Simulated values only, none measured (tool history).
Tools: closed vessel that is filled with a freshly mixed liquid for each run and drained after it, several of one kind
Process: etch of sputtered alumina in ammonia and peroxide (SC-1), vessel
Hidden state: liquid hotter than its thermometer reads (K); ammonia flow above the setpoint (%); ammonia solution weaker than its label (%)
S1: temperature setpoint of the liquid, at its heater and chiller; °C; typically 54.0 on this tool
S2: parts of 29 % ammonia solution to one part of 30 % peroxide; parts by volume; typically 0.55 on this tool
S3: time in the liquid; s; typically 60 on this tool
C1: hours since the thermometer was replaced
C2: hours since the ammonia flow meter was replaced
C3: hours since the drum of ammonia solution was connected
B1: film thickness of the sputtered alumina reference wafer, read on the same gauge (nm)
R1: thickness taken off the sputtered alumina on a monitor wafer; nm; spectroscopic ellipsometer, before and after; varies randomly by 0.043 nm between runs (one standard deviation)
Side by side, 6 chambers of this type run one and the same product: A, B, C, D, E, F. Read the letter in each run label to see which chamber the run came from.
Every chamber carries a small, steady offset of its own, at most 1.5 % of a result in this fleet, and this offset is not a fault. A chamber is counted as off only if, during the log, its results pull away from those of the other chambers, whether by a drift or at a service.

Run 1F, hour 6.0: usual settings; C1 2239.9; C2 1223.0; C3 61.1; B1 89.990. Result: R1 4.4270 nm.
Run 2A, hour 13.6: usual settings; C1 2179.3; C2 1592.5; C3 85.4; B1 89.990. Result: R1 4.3162 nm.
Run 3C, hour 17.4: usual settings; C1 982.0; C2 309.1; C3 185.7; B1 89.984. Result: R1 4.2969 nm.
Run 4D, hour 21.6: usual settings; C1 206.4; C2 333.7; C3 354.9; B1 90.012. Result: R1 4.3471 nm.
Run 5E, hour 27.7: usual settings; C1 752.8; C2 1191.0; C3 101.7; B1 89.987. Result: R1 4.3676 nm.
Run 6B, hour 33.2: usual settings but S1 62.0 °C; C1 171.0; C2 220.3; C3 668.8; B1 90.008. Result: R1 6.6389 nm.
At hour 34.1: chamber F: ammonia flow meter replaced.
Run 7B, hour 40.4: usual settings but S1 62.0 °C; C1 178.2; C2 227.5; C3 676.0; B1 90.000. Result: R1 6.6412 nm.
At hour 41.7: chamber C: thermometer replaced.
Run 8C, hour 44.2: usual settings but S1 62.0 °C; C1 2.5; C2 335.9; C3 212.5; B1 89.995. Result: R1 6.5127 nm.
At hour 46.6: chamber B: new drum of ammonia solution connected.
Run 9D, hour 48.5: usual settings but S1 62.0 °C; C1 233.3; C2 360.6; C3 381.8; B1 89.996. Result: R1 6.5233 nm.
Run 10F, hour 53.6: usual settings but S1 62.0 °C; C1 2287.5; C2 19.5; C3 108.7; B1 89.975. Result: R1 6.5981 nm.
Run 11E, hour 58.3: usual settings but S1 62.0 °C; C1 783.4; C2 1221.6; C3 132.3; B1 89.997. Result: R1 6.6788 nm.
At hour 59.6: chamber C: new drum of ammonia solution connected.
Run 12A, hour 63.5: usual settings but S1 50.5 °C, S3 90 s; C1 2229.2; C2 1642.4; C3 135.3; B1 89.977. Result: R1 5.3394 nm.
Run 13B, hour 71.2: usual settings but S1 50.5 °C, S3 90 s; C1 209.0; C2 258.3; C3 24.7; B1 89.996. Result: R1 5.3693 nm.
Run 14E, hour 77.5: usual settings but S1 50.5 °C, S3 90 s; C1 802.6; C2 1240.8; C3 151.5; B1 89.980. Result: R1 5.4510 nm.
Run 15A, hour 83.1: usual settings but S1 50.5 °C, S3 90 s; C1 2248.8; C2 1662.0; C3 154.9; B1 90.001. Result: R1 5.4600 nm.
Run 16C, hour 91.3: usual settings but S1 50.5 °C, S3 90 s; C1 49.6; C2 383.0; C3 31.7; B1 89.983. Result: R1 5.3905 nm.
Run 17D, hour 98.4: usual settings but S1 50.5 °C, S3 90 s; C1 283.2; C2 410.5; C3 431.7; B1 90.013. Result: R1 5.5508 nm.
Run 18F, hour 104.7: usual settings; C1 2338.6; C2 70.6; C3 159.8; B1 90.017. Result: R1 4.4422 nm.
Run 19D, hour 111.1: usual settings; C1 295.9; C2 423.2; C3 444.4; B1 89.997. Result: R1 4.4260 nm.
Run 20F, hour 116.9: usual settings; C1 2350.8; C2 82.8; C3 172.0; B1 90.011. Result: R1 4.4347 nm.
Run 21B, hour 124.8: usual settings but S3 75 s; C1 262.6; C2 311.9; C3 78.3; B1 90.007. Result: R1 5.4960 nm.
Run 22C, hour 128.8: usual settings but S3 75 s; C1 87.1; C2 420.5; C3 69.2; B1 90.013. Result: R1 5.4293 nm.
Run 23E, hour 136.7: usual settings but S3 75 s; C1 861.8; C2 1300.0; C3 210.7; B1 89.997. Result: R1 5.5323 nm.
Run 24A, hour 142.8: usual settings but S3 75 s; C1 2308.5; C2 1721.7; C3 214.6; B1 89.993. Result: R1 5.4823 nm.
Run 25A, hour 149.2: usual settings but S3 75 s; C1 2314.9; C2 1728.1; C3 221.0; B1 90.015. Result: R1 5.3338 nm.
Run 26C, hour 156.8: usual settings but S3 75 s; C1 115.1; C2 448.5; C3 97.2; B1 89.993. Result: R1 5.5122 nm.
Run 27B, hour 160.7: usual settings but S1 49.5 °C; C1 298.5; C2 347.8; C3 114.2; B1 90.008. Result: R1 3.4731 nm.
Run 28D, hour 164.8: usual settings but S1 49.5 °C; C1 349.6; C2 476.9; C3 498.1; B1 89.985. Result: R1 3.7060 nm.
Run 29F, hour 171.3: usual settings but S1 49.5 °C; C1 2405.2; C2 137.2; C3 226.4; B1 90.006. Result: R1 3.4162 nm.
Run 30E, hour 177.9: usual settings but S1 49.5 °C; C1 903.0; C2 1341.2; C3 251.9; B1 90.013. Result: R1 3.4131 nm.
Run 31A, hour 185.0: usual settings but S1 49.5 °C; C1 2350.7; C2 1763.9; C3 256.8; B1 90.013. Result: R1 3.3350 nm.
Run 32B, hour 190.5: usual settings but S1 49.5 °C; C1 328.3; C2 377.6; C3 144.0; B1 89.999. Result: R1 3.4669 nm.
Run 33E, hour 194.4: usual settings; C1 919.5; C2 1357.7; C3 268.4; B1 89.991. Result: R1 4.3562 nm.
Run 34D, hour 199.6: usual settings; C1 384.4; C2 511.7; C3 532.9; B1 90.007. Result: R1 4.7589 nm.
Run 35F, hour 206.7: usual settings; C1 2440.6; C2 172.6; C3 261.8; B1 90.009. Result: R1 4.3055 nm.
Run 36C, hour 210.6: usual settings; C1 168.9; C2 502.3; C3 151.0; B1 89.986. Result: R1 4.3425 nm.
Run 37D, hour 216.2: usual settings but S1 48.0 °C; C1 401.0; C2 528.3; C3 549.5; B1 90.005. Result: R1 3.4685 nm.
Run 38C, hour 224.4: usual settings but S1 48.0 °C; C1 182.7; C2 516.1; C3 164.8; B1 89.991. Result: R1 3.0974 nm.
Run 39F, hour 229.2: usual settings but S1 48.0 °C; C1 2463.1; C2 195.1; C3 284.3; B1 90.007. Result: R1 3.1572 nm.
Run 40E, hour 236.8: usual settings but S1 48.0 °C; C1 961.9; C2 1400.1; C3 310.8; B1 90.023. Result: R1 3.1757 nm.

Next, all 6 chambers run the settings below, one line each with question marks for the results. What does each chamber give?
Run 41A, hour 242.8: usual settings. Result: R1 ?.
Run 41B, hour 242.8: usual settings. Result: R1 ?.
Run 41C, hour 242.8: usual settings. Result: R1 ?.
Run 41D, hour 242.8: usual settings. Result: R1 ?.
Run 41E, hour 242.8: usual settings. Result: R1 ?.
Run 41F, hour 242.8: usual settings. Result: R1 ?.

run      R1
41A  4.4030
41B  4.3827
41C  4.2891
41D  4.8115
41E  4.3603
41F  4.3468
